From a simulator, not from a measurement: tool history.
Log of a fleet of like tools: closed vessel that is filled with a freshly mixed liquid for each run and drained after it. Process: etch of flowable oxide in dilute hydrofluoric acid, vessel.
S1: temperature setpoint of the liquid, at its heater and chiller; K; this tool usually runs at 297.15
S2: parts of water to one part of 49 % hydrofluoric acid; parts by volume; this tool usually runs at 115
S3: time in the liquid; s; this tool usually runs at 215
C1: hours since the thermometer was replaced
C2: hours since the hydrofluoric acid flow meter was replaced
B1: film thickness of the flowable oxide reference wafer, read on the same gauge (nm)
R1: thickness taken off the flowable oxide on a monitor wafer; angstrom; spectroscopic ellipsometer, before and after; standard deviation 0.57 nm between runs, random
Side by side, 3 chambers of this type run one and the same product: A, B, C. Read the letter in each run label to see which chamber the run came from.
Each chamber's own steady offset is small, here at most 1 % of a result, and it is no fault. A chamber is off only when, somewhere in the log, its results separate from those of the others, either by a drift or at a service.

run 1B hour=2.6 | S1=297.15 S2=115 S3=215 | C1=1665.5 C2=613.2 | B1=59.999 | R1=601.22
run 2C hour=6.1 | S1=297.15 S2=115 S3=215 | C1=514.1 C2=418 | B1=60.007 | R1=582.65
run 3A hour=9.6 | S1=297.15 S2=115 S3=215 | C1=403.4 C2=236.8 | B1=59.988 | R1=603.27
run 4C hour=12.9 | S1=297.15 S2=115 S3=215 | C1=520.9 C2=424.8 | B1=59.983 | R1=586.42
run 5A hour=16.1 | S1=297.15 S2=115 S3=215 | C1=409.9 C2=243.3 | B1=60.007 | R1=604.73
run 6B hour=21.4 | S1=297.15 S2=115 S3=215 | C1=1684.3 C2=632 | B1=60.01 | R1=602
run 7C hour=25.3 | S1=297.15 S2=115 S3=215 | C1=533.3 C2=437.2 | B1=60.013 | R1=593.4
run 8A hour=29.1 | S1=297.15 S2=115 S3=215 | C1=422.9 C2=256.3 | B1=59.994 | R1=607.98
run 9B hour=33.2 | S1=297.15 S2=115 S3=215 | C1=1696.1 C2=643.8 | B1=59.984 | R1=595.11
run 10C hour=37.1 | S1=297.15 S2=115 S3=215 | C1=545.1 C2=449 | B1=60.022 | R1=587.15
run 11A hour=41 | S1=297.15 S2=115 S3=215 | C1=434.8 C2=268.2 | B1=59.987 | R1=605.18
run 12B hour=43.8 | S1=297.15 S2=115 S3=215 | C1=1706.7 C2=654.4 | B1=60.051 | R1=594.88
run 13B hour=48.9 | S1=297.15 S2=115 S3=215 | C1=1711.8 C2=659.5 | B1=59.975 | R1=602.21
run 14C hour=53.1 | S1=297.15 S2=115 S3=215 | C1=561.1 C2=465 | B1=60.009 | R1=588.09
run 15A hour=56.9 | S1=297.15 S2=115 S3=215 | C1=450.7 C2=284.1 | B1=60.011 | R1=614.32
run 16C hour=60.8 | S1=297.15 S2=115 S3=215 | C1=568.8 C2=472.7 | B1=59.979 | R1=579.91
run 17A hour=65.6 | S1=297.15 S2=115 S3=215 | C1=459.4 C2=292.8 | B1=60 | R1=610.22
run 18B hour=70 | S1=297.15 S2=115 S3=215 | C1=1732.9 C2=680.6 | B1=59.977 | R1=604.4
run 19C hour=73.8 | S1=297.15 S2=115 S3=215 | C1=581.8 C2=485.7 | B1=59.988 | R1=581.07
run 20A hour=78 | S1=297.15 S2=115 S3=215 | C1=471.8 C2=305.2 | B1=60.002 | R1=607.03
run 21B hour=81.3 | S1=300.65 S2=115 S3=215 | C1=1744.2 C2=691.9 | B1=59.999 | R1=694.54
run 22A hour=85.9 | S1=300.65 S2=115 S3=215 | C1=479.7 C2=313.1 | B1=59.998 | R1=689.85
run 23B hour=88.6 | S1=300.65 S2=115 S3=215 | C1=1751.5 C2=699.2 | B1=60.04 | R1=689.26
run 24C hour=93.3 | S1=297.15 S2=115 S3=95 | C1=601.3 C2=505.2 | B1=60.015 | R1=250.91
run 25B hour=97.7 | S1=297.15 S2=115 S3=95 | C1=1760.6 C2=708.3 | B1=60.05 | R1=265.98
run 26A hour=100.3 | S1=297.15 S2=115 S3=95 | C1=494.1 C2=327.5 | B1=60.003 | R1=266.01
run 27C hour=104.3 | S1=297.15 S2=85 S3=215 | C1=612.3 C2=516.2 | B1=60.016 | R1=778.37
run 28A hour=106.9 | S1=297.15 S2=85 S3=215 | C1=500.7 C2=334.1 | B1=59.969 | R1=841.01
run 29C hour=111.6 | S1=297.15 S2=85 S3=215 | C1=619.6 C2=523.5 | B1=60.025 | R1=784.1
run 30B hour=114.7 | S1=297.15 S2=115 S3=215 | C1=1777.6 C2=725.3 | B1=59.985 | R1=607.8
run 31A hour=118.3 | S1=297.15 S2=115 S3=215 | C1=512.1 C2=345.5 | B1=59.989 | R1=601.38
run 32B hour=123.4 | S1=297.15 S2=115 S3=125 | C1=1786.3 C2=734 | B1=59.982 | R1=344.51

Does one chamber stand apart from the rest, does the shared gauge drift, or is all well apart from small per-chamber offsets? Give the chamber and the most likely cause, where there is one.

One chamber, C, drifts off from the rest bit by bit.
What lies behind it: liquid colder than its thermometer reads (K) = 1.75.
Not necessarily distinguishable in this log from: hydrofluoric acid flow below the setpoint (%).

Here are 4 candidates for chamber C's next run, each the usual settings with a change, their results left as question marks. Which one brings its results back in line with what the others give on the usual settings?
Allowed miss from the other chambers' usual-settings mean, per result, to count as in line: R1 20 angstrom
run 33C-1 hour=127.2 | S1=297.15 S2=115 S3=195 | R1=?
run 33C-2 hour=127.2 | S1=297.15 S2=110 S3=225 | R1=?
run 33C-3 hour=127.2 | S1=297.15 S2=115 S3=220 | R1=?
run 33C-4 hour=127.2 | S1=297.15 S2=115 S3=210 | R1=?

On the usual settings, the other chambers give on average: R1 602.39 angstrom
run=33C-1 R1=501.23
run=33C-2 R1=608.19
run=33C-3 R1=565.49
run=33C-4 R1=539.79
33C-2 puts the chamber back in line with the other chambers.
